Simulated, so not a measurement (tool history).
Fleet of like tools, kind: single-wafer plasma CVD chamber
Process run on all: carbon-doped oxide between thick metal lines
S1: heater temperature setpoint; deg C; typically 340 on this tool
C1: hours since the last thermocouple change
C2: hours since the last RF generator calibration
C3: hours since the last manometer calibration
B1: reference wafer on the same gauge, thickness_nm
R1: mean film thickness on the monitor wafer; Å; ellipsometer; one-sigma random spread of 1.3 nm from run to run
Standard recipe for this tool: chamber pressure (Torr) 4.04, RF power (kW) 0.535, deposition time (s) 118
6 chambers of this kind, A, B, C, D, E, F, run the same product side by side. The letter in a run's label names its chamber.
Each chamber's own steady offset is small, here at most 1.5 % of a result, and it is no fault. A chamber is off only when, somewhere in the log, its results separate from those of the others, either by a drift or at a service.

Run 1F, hour 11.6: usual settings; C1 134.3; C2 1058.9; C3 531.2; B1 662.12. Result: R1 6100.3 Å.
Run 2A, hour 21: usual settings; C1 962.3; C2 274.6; C3 1502.6; B1 662.11. Result: R1 6197.8 Å.
Run 3E, hour 34.4: usual settings; C1 644.4; C2 1512.1; C3 966.9; B1 661.92. Result: R1 6145.8 Å.
Run 4C, hour 42.3: usual settings; C1 721.7; C2 160.6; C3 166; B1 662.26. Result: R1 6227.2 Å.
Run 5B, hour 51.4: usual settings; C1 1598.6; C2 332.3; C3 319.9; B1 661.92. Result: R1 6144 Å.
Run 6D, hour 59.6: usual settings; C1 1565; C2 511.4; C3 871.6; B1 662.25. Result: R1 6226.8 Å.
Run 7B, hour 72.4: usual settings; C1 1619.6; C2 353.3; C3 340.9; B1 661.89. Result: R1 6164.8 Å.
Run 8E, hour 82.1: usual settings; C1 692.1; C2 1559.8; C3 1014.6; B1 662.27. Result: R1 6112 Å.
Run 9C, hour 91.4: usual settings; C1 770.8; C2 209.7; C3 215.1; B1 662.08. Result: R1 6220.6 Å.
Run 10F, hour 100: usual settings; C1 222.7; C2 1147.3; C3 619.6; B1 662.01. Result: R1 6075.3 Å.
Run 11D, hour 111.8: usual settings; C1 1617.2; C2 563.6; C3 923.8; B1 661.91. Result: R1 6227.6 Å.
Run 12A, hour 121.5: usual settings; C1 1062.8; C2 375.1; C3 1603.1; B1 662.22. Result: R1 6142.1 Å.
Run 13F, hour 127.9: usual settings; C1 250.6; C2 1175.2; C3 647.5; B1 662.02. Result: R1 6094 Å.
Run 14C, hour 135.3: usual settings; C1 814.7; C2 253.6; C3 259; B1 662.02. Result: R1 6197.2 Å.
Run 15B, hour 142.1: usual settings; C1 1689.3; C2 423; C3 410.6; B1 662.15. Result: R1 6129.7 Å.
Run 16D, hour 150: usual settings; C1 1655.4; C2 601.8; C3 962; B1 661.77. Result: R1 6235 Å.
Run 17A, hour 159.2: usual settings; C1 1100.5; C2 412.8; C3 1640.8; B1 662.13. Result: R1 6167.1 Å.
Run 18E, hour 166.5: usual settings but chamber pressure (Torr) 3.63; C1 776.5; C2 1644.2; C3 1099; B1 661.98. Result: R1 6049.1 Å.
Run 19D, hour 175.1: usual settings but chamber pressure (Torr) 3.63; C1 1680.5; C2 626.9; C3 987.1; B1 662.18. Result: R1 6120.6 Å.
Run 20E, hour 183.9: usual settings but chamber pressure (Torr) 3.63; C1 793.9; C2 1661.6; C3 1116.4; B1 661.93. Result: R1 6049.5 Å.
At hour 184.4: chamber E: RF generator calibrated.
Run 21A, hour 192: usual settings but chamber pressure (Torr) 3.63; C1 1133.3; C2 445.6; C3 1673.6; B1 662.13. Result: R1 6067 Å.
Run 22F, hour 200.6: usual settings but chamber pressure (Torr) 3.63; C1 323.3; C2 1247.9; C3 720.2; B1 662.13. Result: R1 6006.4 Å.
Run 23B, hour 210: usual settings but chamber pressure (Torr) 3.63; C1 1757.2; C2 490.9; C3 478.5; B1 661.95. Result: R1 6063.4 Å.
Run 24C, hour 220: usual settings; C1 899.4; C2 338.3; C3 343.7; B1 661.88. Result: R1 6211.8 Å.
Run 25D, hour 226.6: usual settings; C1 1732; C2 678.4; C3 1038.6; B1 661.96. Result: R1 6233.9 Å.
Run 26E, hour 238.5: usual settings but S1 330 deg C, RF power (kW) 0.63; C1 848.5; C2 54.1; C3 1171; B1 661.9. Result: R1 6976.3 Å.
Run 27B, hour 245.4: usual settings but S1 330 deg C, RF power (kW) 0.63; C1 1792.6; C2 526.3; C3 513.9; B1 662.04. Result: R1 6981.6 Å.
Run 28A, hour 254.9: usual settings but S1 330 deg C, RF power (kW) 0.63; C1 1196.2; C2 508.5; C3 1736.5; B1 661.8. Result: R1 6939.9 Å.
Run 29C, hour 262.9: usual settings but S1 330 deg C, RF power (kW) 0.63; C1 942.3; C2 381.2; C3 386.6; B1 662.16. Result: R1 7073.2 Å.
Run 30F, hour 274.9: usual settings but S1 330 deg C, RF power (kW) 0.63; C1 397.6; C2 1322.2; C3 794.5; B1 662.1. Result: R1 6902.8 Å.
Run 31B, hour 281.7: usual settings but S1 330 deg C, RF power (kW) 0.63; C1 1828.9; C2 562.6; C3 550.2; B1 662. Result: R1 6995.7 Å.
Run 32A, hour 293.3: usual settings but chamber pressure (Torr) 3.33; C1 1234.6; C2 546.9; C3 1774.9; B1 662.08. Result: R1 5962.2 Å.
Run 33F, hour 303.5: usual settings but chamber pressure (Torr) 3.33; C1 426.2; C2 1350.8; C3 823.1; B1 662.13. Result: R1 5935.9 Å.
Run 34C, hour 312.5: usual settings but chamber pressure (Torr) 3.33; C1 991.9; C2 430.8; C3 436.2; B1 661.87. Result: R1 6034.6 Å.
Run 35E, hour 319.5: usual settings but chamber pressure (Torr) 3.33; C1 929.5; C2 135.1; C3 1252; B1 661.91. Result: R1 6006.4 Å.
Run 36D, hour 331.3: usual settings but chamber pressure (Torr) 3.33; C1 1836.7; C2 783.1; C3 1143.3; B1 661.81. Result: R1 6049.5 Å.
Run 37D, hour 339: usual settings but chamber pressure (Torr) 3.33; C1 1844.4; C2 790.8; C3 1151; B1 662.03. Result: R1 6060.1 Å.
Run 38B, hour 350.6: usual settings; C1 1897.8; C2 631.5; C3 619.1; B1 661.97. Result: R1 6151.7 Å.
Run 39C, hour 361.8: usual settings; C1 1041.2; C2 480.1; C3 485.5; B1 662. Result: R1 6208.4 Å.
At hour 362.1: chamber A: thermocouple changed; heater temperature recalibrated.
Run 40F, hour 375.1: usual settings but RF power (kW) 0.615; C1 497.8; C2 1422.4; C3 894.7; B1 662.2. Result: R1 6613.1 Å.
Run 41E, hour 387.4: usual settings but RF power (kW) 0.615; C1 997.4; C2 203; C3 1319.9; B1 662.1. Result: R1 6670.1 Å.
Run 42A, hour 395.8: usual settings but RF power (kW) 0.615; C1 33.7; C2 649.4; C3 1877.4; B1 662.24. Result: R1 6635 Å.
Run 43C, hour 404.2: usual settings but RF power (kW) 0.615; C1 1083.6; C2 522.5; C3 527.9; B1 661.99. Result: R1 6748.7 Å.
Run 44E, hour 412.7: usual settings but RF power (kW) 0.615; C1 1022.7; C2 228.3; C3 1345.2; B1 661.92. Result: R1 6673.1 Å.

Read the log: is a single chamber off, either drifting away or since a service, is the gauge that measures every chamber drifting, or is nothing wrong beyond small per-chamber offsets? Name any odd chamber and what most likely caused it.

It is chamber A that slowly wanders off from its peers.
Most likely cause: delivered RF power below the setpoint (%) = 3.14.

Which of the 4 candidates below, each the usual settings with something changed and its results left as question marks, puts chamber A back in line with what the other chambers give on the usual settings?
In line here means within this much of the mean the other chambers give on the usual settings: R1 49 Å
Run 45A-1, hour 422.3: usual settings but S1 345 deg C. Result: R1 ?.
Run 45A-2, hour 422.3: usual settings but chamber pressure (Torr) 4.05, deposition time (s) 120. Result: R1 ?.
Run 45A-3, hour 422.3: usual settings but chamber pressure (Torr) 4.07, deposition time (s) 121. Result: R1 ?.
Run 45A-4, hour 422.3: usual settings but chamber pressure (Torr) 3.21. Result: R1 ?.

Usual-settings mean across the other chambers: R1 6156.9 Å
  run      R1
45A-1  5989.5
45A-2  6174.9
45A-3  6230.6
45A-4  5895.2
45A-2 puts the chamber back in line with the other chambers.
